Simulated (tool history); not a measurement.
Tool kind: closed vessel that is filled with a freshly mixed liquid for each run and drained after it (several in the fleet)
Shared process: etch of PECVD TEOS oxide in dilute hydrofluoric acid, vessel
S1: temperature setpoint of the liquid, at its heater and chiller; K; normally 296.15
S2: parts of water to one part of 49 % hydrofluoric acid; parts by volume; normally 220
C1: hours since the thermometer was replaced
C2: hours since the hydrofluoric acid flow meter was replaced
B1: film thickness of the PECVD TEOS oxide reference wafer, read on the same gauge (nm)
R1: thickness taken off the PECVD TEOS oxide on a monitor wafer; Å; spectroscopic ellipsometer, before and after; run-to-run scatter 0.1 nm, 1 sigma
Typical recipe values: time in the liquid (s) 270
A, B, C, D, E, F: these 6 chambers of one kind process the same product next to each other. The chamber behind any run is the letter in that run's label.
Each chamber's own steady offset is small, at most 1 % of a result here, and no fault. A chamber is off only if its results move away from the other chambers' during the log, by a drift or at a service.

{"run": "1F", "day": 0.188, "S1": 296.15, "S2": 220, "time in the liquid (s)": 270, "C1": 1605.2, "C2": 741.4, "B1": 109.99, "R1": 110.7}
{"run": "2E", "day": 0.312, "S1": 296.15, "S2": 220, "time in the liquid (s)": 270, "C1": 1780.7, "C2": 348.1, "B1": 110.03, "R1": 108.84}
{"run": "3A", "day": 0.488, "S1": 296.15, "S2": 220, "time in the liquid (s)": 270, "C1": 1538.9, "C2": 445.9, "B1": 109.99, "R1": 111.14}
{"run": "4B", "day": 0.6, "S1": 296.15, "S2": 220, "time in the liquid (s)": 270, "C1": 107.5, "C2": 395.3, "B1": 110.02, "R1": 108.76}
{"run": "5C", "day": 0.721, "S1": 296.15, "S2": 220, "time in the liquid (s)": 270, "C1": 1615.0, "C2": 556.8, "B1": 110.02, "R1": 111.82}
{"run": "6D", "day": 0.875, "S1": 296.15, "S2": 220, "time in the liquid (s)": 270, "C1": 307.9, "C2": 875.7, "B1": 109.96, "R1": 110.46}
{"run": "7F", "day": 1.05, "S1": 296.15, "S2": 220, "time in the liquid (s)": 270, "C1": 1625.9, "C2": 762.1, "B1": 109.97, "R1": 112.24}
{"run": "8B", "day": 1.146, "S1": 296.15, "S2": 220, "time in the liquid (s)": 270, "C1": 120.6, "C2": 408.4, "B1": 109.98, "R1": 108.84}
{"run": "9A", "day": 1.275, "S1": 296.15, "S2": 220, "time in the liquid (s)": 270, "C1": 1557.8, "C2": 464.8, "B1": 110.01, "R1": 111.73}
{"run": "10C", "day": 1.388, "S1": 296.15, "S2": 220, "time in the liquid (s)": 270, "C1": 1631.0, "C2": 572.8, "B1": 109.99, "R1": 111.95}
{"run": "11E", "day": 1.508, "S1": 296.15, "S2": 220, "time in the liquid (s)": 270, "C1": 1809.4, "C2": 376.8, "B1": 110.03, "R1": 108.4}
{"run": "12D", "day": 1.638, "S1": 296.15, "S2": 220, "time in the liquid (s)": 270, "C1": 326.2, "C2": 894.0, "B1": 110.01, "R1": 111.04}
{"run": "13D", "day": 1.833, "S1": 296.15, "S2": 220, "time in the liquid (s)": 270, "C1": 330.9, "C2": 898.7, "B1": 109.99, "R1": 109.12}
{"run": "14B", "day": 2.046, "S1": 296.15, "S2": 220, "time in the liquid (s)": 270, "C1": 142.2, "C2": 430.0, "B1": 109.99, "R1": 110.32}
{"run": "15A", "day": 2.154, "S1": 296.15, "S2": 220, "time in the liquid (s)": 270, "C1": 1578.9, "C2": 485.9, "B1": 109.99, "R1": 111.35}
{"run": "16E", "day": 2.367, "S1": 296.15, "S2": 220, "time in the liquid (s)": 380, "C1": 1830.0, "C2": 397.4, "B1": 110.03, "R1": 152.82}
{"run": "17F", "day": 2.525, "S1": 296.15, "S2": 220, "time in the liquid (s)": 380, "C1": 1661.3, "C2": 797.5, "B1": 110.01, "R1": 153.92}
{"run": "18C", "day": 2.629, "S1": 296.15, "S2": 220, "time in the liquid (s)": 380, "C1": 1660.8, "C2": 602.6, "B1": 109.98, "R1": 156.05}
{"run": "19D", "day": 2.8, "S1": 296.15, "S2": 220, "time in the liquid (s)": 380, "C1": 354.1, "C2": 921.9, "B1": 109.99, "R1": 153.3}
{"day": 2.879, "done": "chamber C: hydrofluoric acid flow meter replaced"}
{"run": "20E", "day": 3.025, "S1": 296.15, "S2": 220, "time in the liquid (s)": 380, "C1": 1845.8, "C2": 413.2, "B1": 110.01, "R1": 153.63}
{"run": "21C", "day": 3.167, "S1": 296.15, "S2": 220, "time in the liquid (s)": 380, "C1": 1673.7, "C2": 6.9, "B1": 109.99, "R1": 156.04}
{"run": "22B", "day": 3.296, "S1": 296.15, "S2": 220, "time in the liquid (s)": 270, "C1": 172.2, "C2": 460.0, "B1": 110.01, "R1": 109.03}
{"run": "23A", "day": 3.521, "S1": 296.15, "S2": 220, "time in the liquid (s)": 270, "C1": 1611.7, "C2": 518.7, "B1": 110.01, "R1": 110.14}
{"run": "24F", "day": 3.7, "S1": 296.15, "S2": 220, "time in the liquid (s)": 270, "C1": 1689.5, "C2": 825.7, "B1": 109.96, "R1": 111.56}
{"run": "25C", "day": 3.904, "S1": 296.15, "S2": 265, "time in the liquid (s)": 270, "C1": 1691.4, "C2": 24.6, "B1": 110.0, "R1": 88.781}
{"run": "26F", "day": 4.058, "S1": 296.15, "S2": 265, "time in the liquid (s)": 270, "C1": 1698.1, "C2": 834.3, "B1": 109.99, "R1": 87.945}
{"run": "27E", "day": 4.221, "S1": 296.15, "S2": 265, "time in the liquid (s)": 270, "C1": 1874.5, "C2": 441.9, "B1": 109.97, "R1": 87.298}
{"run": "28B", "day": 4.408, "S1": 296.15, "S2": 265, "time in the liquid (s)": 270, "C1": 198.9, "C2": 486.7, "B1": 109.99, "R1": 86.717}
{"run": "29D", "day": 4.512, "S1": 296.15, "S2": 265, "time in the liquid (s)": 270, "C1": 395.2, "C2": 963.0, "B1": 109.99, "R1": 84.852}
{"run": "30A", "day": 4.65, "S1": 296.15, "S2": 265, "time in the liquid (s)": 270, "C1": 1638.8, "C2": 545.8, "B1": 109.98, "R1": 87.148}
{"run": "31D", "day": 4.792, "S1": 296.15, "S2": 220, "time in the liquid (s)": 270, "C1": 401.9, "C2": 969.7, "B1": 110.0, "R1": 106.15}
{"run": "32F", "day": 5.0, "S1": 296.15, "S2": 220, "time in the liquid (s)": 270, "C1": 1720.7, "C2": 856.9, "B1": 110.02, "R1": 108.91}
{"run": "33A", "day": 5.158, "S1": 296.15, "S2": 220, "time in the liquid (s)": 270, "C1": 1651.0, "C2": 558.0, "B1": 110.03, "R1": 109.89}
{"run": "34B", "day": 5.375, "S1": 300.65, "S2": 220, "time in the liquid (s)": 190, "C1": 222.1, "C2": 509.9, "B1": 110.02, "R1": 91.239}
{"run": "35C", "day": 5.512, "S1": 300.65, "S2": 220, "time in the liquid (s)": 190, "C1": 1730.0, "C2": 63.2, "B1": 110.02, "R1": 91.872}
{"run": "36E", "day": 5.738, "S1": 300.65, "S2": 220, "time in the liquid (s)": 190, "C1": 1910.9, "C2": 478.3, "B1": 110.01, "R1": 88.514}
{"run": "37C", "day": 5.95, "S1": 300.65, "S2": 220, "time in the liquid (s)": 190, "C1": 1740.5, "C2": 73.7, "B1": 110.02, "R1": 91.1}
{"run": "38D", "day": 6.162, "S1": 300.65, "S2": 220, "time in the liquid (s)": 190, "C1": 434.8, "C2": 1002.6, "B1": 110.01, "R1": 87.257}
{"run": "39B", "day": 6.317, "S1": 300.65, "S2": 220, "time in the liquid (s)": 190, "C1": 244.7, "C2": 532.5, "B1": 110.01, "R1": 90.243}
{"run": "40E", "day": 6.512, "S1": 296.15, "S2": 220, "time in the liquid (s)": 270, "C1": 1929.5, "C2": 496.9, "B1": 109.99, "R1": 110.04}
{"run": "41F", "day": 6.621, "S1": 296.15, "S2": 220, "time in the liquid (s)": 270, "C1": 1759.6, "C2": 895.8, "B1": 109.98, "R1": 111.52}

Is one chamber off against the others, does the gauge drift, or is nothing wrong? If a chamber is off, say which, and what the likeliest cause is.

Little by little, chamber D moves away from the other chambers.
Cause: liquid colder than its thermometer reads (K) = 1.77.
The log might look much the same if the cause were instead: hydrofluoric acid flow below the setpoint (%).

Here are 4 candidates for chamber D's next run, each the usual settings with a change, their results left as question marks. Which one brings its results back in line with what the others give on the usual settings?
Counts as in line when no further than this from what the other chambers average on the usual settings: R1 3.500 Å
{"run": "42D-1", "day": 6.783, "S1": 296.15, "S2": 230, "time in the liquid (s)": 270, "R1": "?"}
{"run": "42D-2", "day": 6.783, "S1": 296.15, "S2": 215, "time in the liquid (s)": 280, "R1": "?"}
{"run": "42D-3", "day": 6.783, "S1": 296.65, "S2": 220, "time in the liquid (s)": 300, "R1": "?"}
{"run": "42D-4", "day": 6.783, "S1": 295.65, "S2": 240, "time in the liquid (s)": 270, "R1": "?"}

The other chambers' mean on the usual settings: R1 110.190 Å
run=42D-1 R1=98.022
run=42D-2 R1=110.220
run=42D-3 R1=117.120
run=42D-4 R1=91.346
42D-2 puts the chamber back in line with the other chambers.
